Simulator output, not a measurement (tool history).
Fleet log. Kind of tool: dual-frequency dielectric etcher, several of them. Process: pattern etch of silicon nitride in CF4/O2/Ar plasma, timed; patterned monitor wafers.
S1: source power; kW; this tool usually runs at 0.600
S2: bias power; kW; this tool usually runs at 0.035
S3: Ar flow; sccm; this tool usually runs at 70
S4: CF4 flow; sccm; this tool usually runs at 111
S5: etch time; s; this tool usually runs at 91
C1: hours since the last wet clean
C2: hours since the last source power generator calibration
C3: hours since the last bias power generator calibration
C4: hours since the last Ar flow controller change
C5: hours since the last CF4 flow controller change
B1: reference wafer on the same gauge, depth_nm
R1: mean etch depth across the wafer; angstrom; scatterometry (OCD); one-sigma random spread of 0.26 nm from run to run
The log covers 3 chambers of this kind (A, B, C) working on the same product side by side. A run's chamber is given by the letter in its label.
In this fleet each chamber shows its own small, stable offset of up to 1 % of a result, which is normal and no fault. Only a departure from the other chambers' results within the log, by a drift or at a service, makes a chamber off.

Run 1B, day 0.188: usual settings; C1 16.4; C2 531.8; C3 696.6; C4 3528.3; C5 2314.4; B1 168.02. Result: R1 1891.9 angstrom.
Run 2A, day 0.338: usual settings; C1 304.0; C2 1077.1; C3 2001.3; C4 1016.8; C5 1416.4; B1 167.89. Result: R1 1889.5 angstrom.
Run 3C, day 0.525: usual settings; C1 243.6; C2 287.1; C3 365.6; C4 1787.1; C5 782.8; B1 167.89. Result: R1 1882.6 angstrom.
Run 4C, day 0.612: usual settings; C1 245.7; C2 289.2; C3 367.7; C4 1789.2; C5 784.9; B1 167.92. Result: R1 1880.1 angstrom.
Run 5A, day 0.788: usual settings; C1 314.8; C2 1087.9; C3 2012.1; C4 1027.6; C5 1427.2; B1 167.88. Result: R1 1882.9 angstrom.
Run 6B, day 0.946: usual settings; C1 34.6; C2 550.0; C3 714.8; C4 3546.5; C5 2332.6; B1 167.84. Result: R1 1889.7 angstrom.
Run 7A, day 1.125: usual settings; C1 322.9; C2 1096.0; C3 2020.2; C4 1035.7; C5 1435.3; B1 167.85. Result: R1 1886.1 angstrom.
Run 8B, day 1.304: usual settings; C1 43.2; C2 558.6; C3 723.4; C4 3555.1; C5 2341.2; B1 167.71. Result: R1 1893.4 angstrom.
Run 9C, day 1.488: usual settings; C1 266.7; C2 310.2; C3 388.7; C4 1810.2; C5 805.9; B1 167.81. Result: R1 1878.9 angstrom.
Run 10A, day 1.671: usual settings; C1 336.0; C2 1109.1; C3 2033.3; C4 1048.8; C5 1448.4; B1 167.82. Result: R1 1884.4 angstrom.
Run 11C, day 1.829: usual settings; C1 274.9; C2 318.4; C3 396.9; C4 1818.4; C5 814.1; B1 167.73. Result: R1 1884.4 angstrom.
Run 12B, day 1.988: usual settings but S3 54 sccm, S5 73 s; C1 59.6; C2 575.0; C3 739.8; C4 3571.5; C5 2357.6; B1 167.67. Result: R1 1561.9 angstrom.
Run 13A, day 2.121: usual settings but S3 54 sccm, S5 73 s; C1 346.8; C2 1119.9; C3 2044.1; C4 1059.6; C5 1459.2; B1 167.62. Result: R1 1556.3 angstrom.
Run 14C, day 2.246: usual settings but S3 54 sccm, S5 73 s; C1 284.9; C2 328.4; C3 406.9; C4 1828.4; C5 824.1; B1 167.63. Result: R1 1552.8 angstrom.
Run 15B, day 2.367: usual settings; C1 68.7; C2 584.1; C3 748.9; C4 3580.6; C5 2366.7; B1 167.64. Result: R1 1892.3 angstrom.
Run 16C, day 2.538: usual settings but S1 0.720 kW, S4 126 sccm; C1 291.9; C2 335.4; C3 413.9; C4 1835.4; C5 831.1; B1 167.65. Result: R1 2240.5 angstrom.
Run 17A, day 2.708: usual settings but S1 0.720 kW, S4 126 sccm; C1 360.9; C2 1134.0; C3 2058.2; C4 1073.7; C5 1473.3; B1 167.64. Result: R1 2257.8 angstrom.
Run 18B, day 2.825: usual settings but S1 0.720 kW, S4 126 sccm; C1 79.7; C2 595.1; C3 759.9; C4 3591.6; C5 2377.7; B1 167.49. Result: R1 2256.7 angstrom.
Run 19A, day 3.017: usual settings but S5 65 s; C1 368.3; C2 1141.4; C3 2065.6; C4 1081.1; C5 1480.7; B1 167.58. Result: R1 1344.0 angstrom.
Run 20C, day 3.146: usual settings but S5 65 s; C1 306.5; C2 350.0; C3 428.5; C4 1850.0; C5 845.7; B1 167.49. Result: R1 1338.1 angstrom.
Run 21B, day 3.333: usual settings but S5 65 s; C1 91.9; C2 607.3; C3 772.1; C4 3603.8; C5 2389.9; B1 167.46. Result: R1 1350.6 angstrom.
Run 22A, day 3.512: usual settings; C1 380.2; C2 1153.3; C3 2077.5; C4 1093.0; C5 1492.6; B1 167.48. Result: R1 1882.0 angstrom.
Run 23B, day 3.696: usual settings; C1 100.6; C2 616.0; C3 780.8; C4 3612.5; C5 2398.6; B1 167.38. Result: R1 1887.4 angstrom.
Run 24C, day 3.829: usual settings; C1 322.9; C2 366.4; C3 444.9; C4 1866.4; C5 862.1; B1 167.40. Result: R1 1873.3 angstrom.
Run 25A, day 3.921: usual settings; C1 390.0; C2 1163.1; C3 2087.3; C4 1102.8; C5 1502.4; B1 167.35. Result: R1 1882.8 angstrom.
Run 26B, day 4.004: usual settings but S1 0.500 kW, S4 89 sccm; C1 108.0; C2 623.4; C3 788.2; C4 3619.9; C5 2406.0; B1 167.35. Result: R1 1562.7 angstrom.
Run 27C, day 4.104: usual settings but S1 0.500 kW, S4 89 sccm; C1 329.5; C2 373.0; C3 451.5; C4 1873.0; C5 868.7; B1 167.38. Result: R1 1553.1 angstrom.
Run 28A, day 4.258: usual settings but S1 0.500 kW, S4 89 sccm; C1 398.1; C2 1171.2; C3 2095.4; C4 1110.9; C5 1510.5; B1 167.34. Result: R1 1559.6 angstrom.
Run 29B, day 4.379: usual settings; C1 117.0; C2 632.4; C3 797.2; C4 3628.9; C5 2415.0; B1 167.28. Result: R1 1884.4 angstrom.
Run 30C, day 4.546: usual settings; C1 340.1; C2 383.6; C3 462.1; C4 1883.6; C5 879.3; B1 167.28. Result: R1 1871.0 angstrom.
Run 31B, day 4.712: usual settings; C1 125.0; C2 640.4; C3 805.2; C4 3636.9; C5 2423.0; B1 167.25. Result: R1 1884.3 angstrom.
Run 32C, day 4.858: usual settings; C1 347.6; C2 391.1; C3 469.6; C4 1891.1; C5 886.8; B1 167.14. Result: R1 1878.1 angstrom.
Run 33A, day 4.992: usual settings; C1 415.7; C2 1188.8; C3 2113.0; C4 1128.5; C5 1528.1; B1 167.23. Result: R1 1879.7 angstrom.
Run 34A, day 5.146: usual settings; C1 419.4; C2 1192.5; C3 2116.7; C4 1132.2; C5 1531.8; B1 167.18. Result: R1 1880.8 angstrom.
Run 35C, day 5.258: usual settings; C1 357.2; C2 400.7; C3 479.2; C4 1900.7; C5 896.4; B1 167.17. Result: R1 1874.6 angstrom.
Run 36B, day 5.371: usual settings; C1 140.8; C2 656.2; C3 821.0; C4 3652.7; C5 2438.8; B1 167.15. Result: R1 1881.2 angstrom.
Run 37C, day 5.558: usual settings; C1 364.4; C2 407.9; C3 486.4; C4 1907.9; C5 903.6; B1 167.11. Result: R1 1874.0 angstrom.
At day 5.600: chamber A: wet clean of the chamber.
Run 38B, day 5.675: usual settings; C1 148.1; C2 663.5; C3 828.3; C4 3660.0; C5 2446.1; B1 167.13. Result: R1 1890.2 angstrom.
Run 39A, day 5.829: usual settings; C1 5.5; C2 1208.9; C3 2133.1; C4 1148.6; C5 1548.2; B1 167.10. Result: R1 1880.6 angstrom.

The same settings go to every chamber for the next run, one line per chamber below. Forecast the results for each:
Run 40A, day 5.967: usual settings. Result: R1 ?.
Run 40B, day 5.967: usual settings. Result: R1 ?.
Run 40C, day 5.967: usual settings. Result: R1 ?.

run      R1
40A  1884.1
40B  1885.0
40C  1869.5
